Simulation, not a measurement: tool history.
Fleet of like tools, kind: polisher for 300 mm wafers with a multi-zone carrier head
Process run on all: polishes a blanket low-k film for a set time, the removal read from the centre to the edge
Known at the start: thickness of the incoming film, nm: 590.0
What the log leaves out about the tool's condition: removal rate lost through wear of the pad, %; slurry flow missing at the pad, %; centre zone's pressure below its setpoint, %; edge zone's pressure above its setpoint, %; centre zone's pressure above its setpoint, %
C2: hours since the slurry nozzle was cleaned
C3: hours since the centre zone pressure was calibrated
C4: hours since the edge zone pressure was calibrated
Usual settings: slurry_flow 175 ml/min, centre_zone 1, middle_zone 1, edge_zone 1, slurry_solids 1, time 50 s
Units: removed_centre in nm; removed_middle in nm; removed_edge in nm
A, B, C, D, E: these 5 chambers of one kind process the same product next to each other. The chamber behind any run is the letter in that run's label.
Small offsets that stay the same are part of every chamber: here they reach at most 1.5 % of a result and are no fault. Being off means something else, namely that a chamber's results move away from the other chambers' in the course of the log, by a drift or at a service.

Run 1A, hour 9.6: usual settings; wafers polished on this pad 371; C2 616.5; C3 365.3; C4 637.1. Result: removed_centre 13.713 nm, removed_middle 13.527 nm, removed_edge 13.55 nm.
Run 2D, hour 16.5: usual settings; wafers polished on this pad 272; C2 656.8; C3 157.8; C4 346.2. Result: removed_centre 13.722 nm, removed_middle 13.53 nm, removed_edge 13.399 nm.
Run 3C, hour 26.7: usual settings; wafers polished on this pad 664; C2 354.2; C3 253.4; C4 63.1. Result: removed_centre 13.385 nm, removed_middle 13.874 nm, removed_edge 13.414 nm.
At hour 32.2: chamber A: slurry nozzle cleaned.
Run 4B, hour 36.1: usual settings; wafers polished on this pad 421; C2 117.3; C3 815.5; C4 253.9. Result: removed_centre 13.724 nm, removed_middle 13.332 nm, removed_edge 13.424 nm.
Run 5E, hour 44.9: usual settings; wafers polished on this pad 640; C2 567; C3 824.3; C4 215.5. Result: removed_centre 13.801 nm, removed_middle 13.553 nm, removed_edge 13.438 nm.
At hour 53.9: chamber B: worn pad replaced by a new one.
Run 6B, hour 55.6: usual settings; wafers polished on this pad 11; C2 136.8; C3 835; C4 273.4. Result: removed_centre 13.627 nm, removed_middle 13.359 nm, removed_edge 13.486 nm.
Run 7A, hour 63.3: usual settings; wafers polished on this pad 739; C2 31.2; C3 419; C4 690.8. Result: removed_centre 13.521 nm, removed_middle 13.438 nm, removed_edge 13.308 nm.
At hour 65.2: chamber A: edge zone pressure recalibrated.
At hour 69.8: chamber E: worn pad replaced by a new one.
Run 8E, hour 71: usual settings; wafers polished on this pad 8; C2 593.1; C3 850.4; C4 241.6. Result: removed_centre 13.754 nm, removed_middle 13.756 nm, removed_edge 13.248 nm.
Run 9C, hour 77.1: usual settings; wafers polished on this pad 1009; C2 404.6; C3 303.8; C4 113.5. Result: removed_centre 13.498 nm, removed_middle 13.69 nm, removed_edge 13.378 nm.
At hour 83.3: chamber C: worn pad replaced by a new one.
Run 10D, hour 86.8: usual settings; wafers polished on this pad 753; C2 727.1; C3 228.1; C4 416.5. Result: removed_centre 13.327 nm, removed_middle 13.336 nm, removed_edge 13.387 nm.
Run 11E, hour 97.1: usual settings; wafers polished on this pad 187; C2 619.2; C3 876.5; C4 267.7. Result: removed_centre 13.643 nm, removed_middle 13.286 nm, removed_edge 13.448 nm.
At hour 104.2: chamber B: slurry nozzle cleaned.
Run 12A, hour 104.8: usual settings; wafers polished on this pad 1023; C2 72.7; C3 460.5; C4 39.6. Result: removed_centre 13.578 nm, removed_middle 13.443 nm, removed_edge 13.559 nm.
Run 13C, hour 111.9: usual settings; wafers polished on this pad 196; C2 439.4; C3 338.6; C4 148.3. Result: removed_centre 13.615 nm, removed_middle 13.703 nm, removed_edge 13.344 nm.
Run 14D, hour 117.8: usual settings but middle_zone 1.05; wafers polished on this pad 966; C2 758.1; C3 259.1; C4 447.5. Result: removed_centre 13.408 nm, removed_middle 13.864 nm, removed_edge 13.443 nm.
Run 15B, hour 127.2: usual settings but middle_zone 1.05; wafers polished on this pad 502; C2 23.1; C3 906.6; C4 345. Result: removed_centre 13.67 nm, removed_middle 13.803 nm, removed_edge 13.448 nm.
At hour 127.8: chamber E: slurry nozzle cleaned.
Run 16A, hour 132.1: usual settings but middle_zone 1.05; wafers polished on this pad 1210; C2 100; C3 487.8; C4 66.9. Result: removed_centre 13.463 nm, removed_middle 14.129 nm, removed_edge 13.506 nm.
Run 17B, hour 138.1: usual settings but middle_zone 1.05; wafers polished on this pad 577; C2 34; C3 917.5; C4 355.9. Result: removed_centre 13.607 nm, removed_middle 14.087 nm, removed_edge 13.473 nm.
At hour 143.1: chamber D: worn pad replaced by a new one.
At hour 144.3: chamber B: worn pad replaced by a new one.
Run 18E, hour 147: usual settings but middle_zone 1.05; wafers polished on this pad 529; C2 19.2; C3 926.4; C4 317.6. Result: removed_centre 13.735 nm, removed_middle 14.016 nm, removed_edge 13.362 nm.
At hour 148.3: chamber D: slurry nozzle cleaned.
Run 19C, hour 153.3: usual settings; wafers polished on this pad 479; C2 480.8; C3 380; C4 189.7. Result: removed_centre 13.44 nm, removed_middle 13.601 nm, removed_edge 13.433 nm.
Run 20D, hour 160.2: usual settings; wafers polished on this pad 117; C2 12; C3 301.5; C4 489.9. Result: removed_centre 13.549 nm, removed_middle 13.446 nm, removed_edge 13.584 nm.
Run 21C, hour 169.3: usual settings; wafers polished on this pad 589; C2 496.8; C3 396; C4 205.7. Result: removed_centre 13.394 nm, removed_middle 13.53 nm, removed_edge 13.319 nm.
At hour 172.6: chamber B: centre zone pressure recalibrated.
Run 22B, hour 174: usual settings; wafers polished on this pad 203; C2 69.9; C3 1.5; C4 391.8. Result: removed_centre 13.393 nm, removed_middle 13.494 nm, removed_edge 13.609 nm.
At hour 178.7: chamber A: worn pad replaced by a new one.
At hour 179.5: chamber D: edge zone pressure recalibrated.
Run 23D, hour 183.3: usual settings but edge_zone 1.1, slurry_solids 1.3; wafers polished on this pad 275; C2 35.1; C3 324.6; C4 3.9. Result: removed_centre 15.056 nm, removed_middle 15.033 nm, removed_edge 15.772 nm.
At hour 185.3: chamber E: worn pad replaced by a new one.
Run 24E, hour 192.5: usual settings but edge_zone 1.1, slurry_solids 1.3; wafers polished on this pad 49; C2 64.7; C3 971.9; C4 363.1. Result: removed_centre 15.287 nm, removed_middle 15.52 nm, removed_edge 15.766 nm.
Run 25A, hour 197.5: usual settings but edge_zone 1.1, slurry_solids 1.3; wafers polished on this pad 129; C2 165.4; C3 553.2; C4 132.3. Result: removed_centre 14.621 nm, removed_middle 15.305 nm, removed_edge 15.804 nm.
Run 26E, hour 204.2: usual settings but edge_zone 1.1, slurry_solids 1.3; wafers polished on this pad 129; C2 76.4; C3 983.6; C4 374.8. Result: removed_centre 15.22 nm, removed_middle 15.446 nm, removed_edge 16.017 nm.
Run 27C, hour 214.6: usual settings but edge_zone 1.1, slurry_solids 1.3; wafers polished on this pad 900; C2 542.1; C3 441.3; C4 251. Result: removed_centre 15.023 nm, removed_middle 15.388 nm, removed_edge 15.837 nm.
Run 28D, hour 219.6: usual settings but edge_zone 1.1; wafers polished on this pad 524; C2 71.4; C3 360.9; C4 40.2. Result: removed_centre 13.382 nm, removed_middle 13.89 nm, removed_edge 14.088 nm.
Run 29A, hour 224.6: usual settings but edge_zone 1.1; wafers polished on this pad 315; C2 192.5; C3 580.3; C4 159.4. Result: removed_centre 13.396 nm, removed_middle 13.607 nm, removed_edge 14.206 nm.
Run 30B, hour 232.8: usual settings but edge_zone 1.1; wafers polished on this pad 606; C2 128.7; C3 60.3; C4 450.6. Result: removed_centre 13.482 nm, removed_middle 13.905 nm, removed_edge 14.143 nm.
Run 31E, hour 238.6: usual settings but edge_zone 1.1; wafers polished on this pad 365; C2 110.8; C3 1018; C4 409.2. Result: removed_centre 13.764 nm, removed_middle 13.838 nm, removed_edge 14.137 nm.

Is one chamber out of step, is the gauge drifting, or do the chambers differ by no more than their own small offsets? For an off chamber, give its letter and the likeliest cause.

The fleet is healthy, with each chamber sitting at its usual small offset and no drift in the gauge.
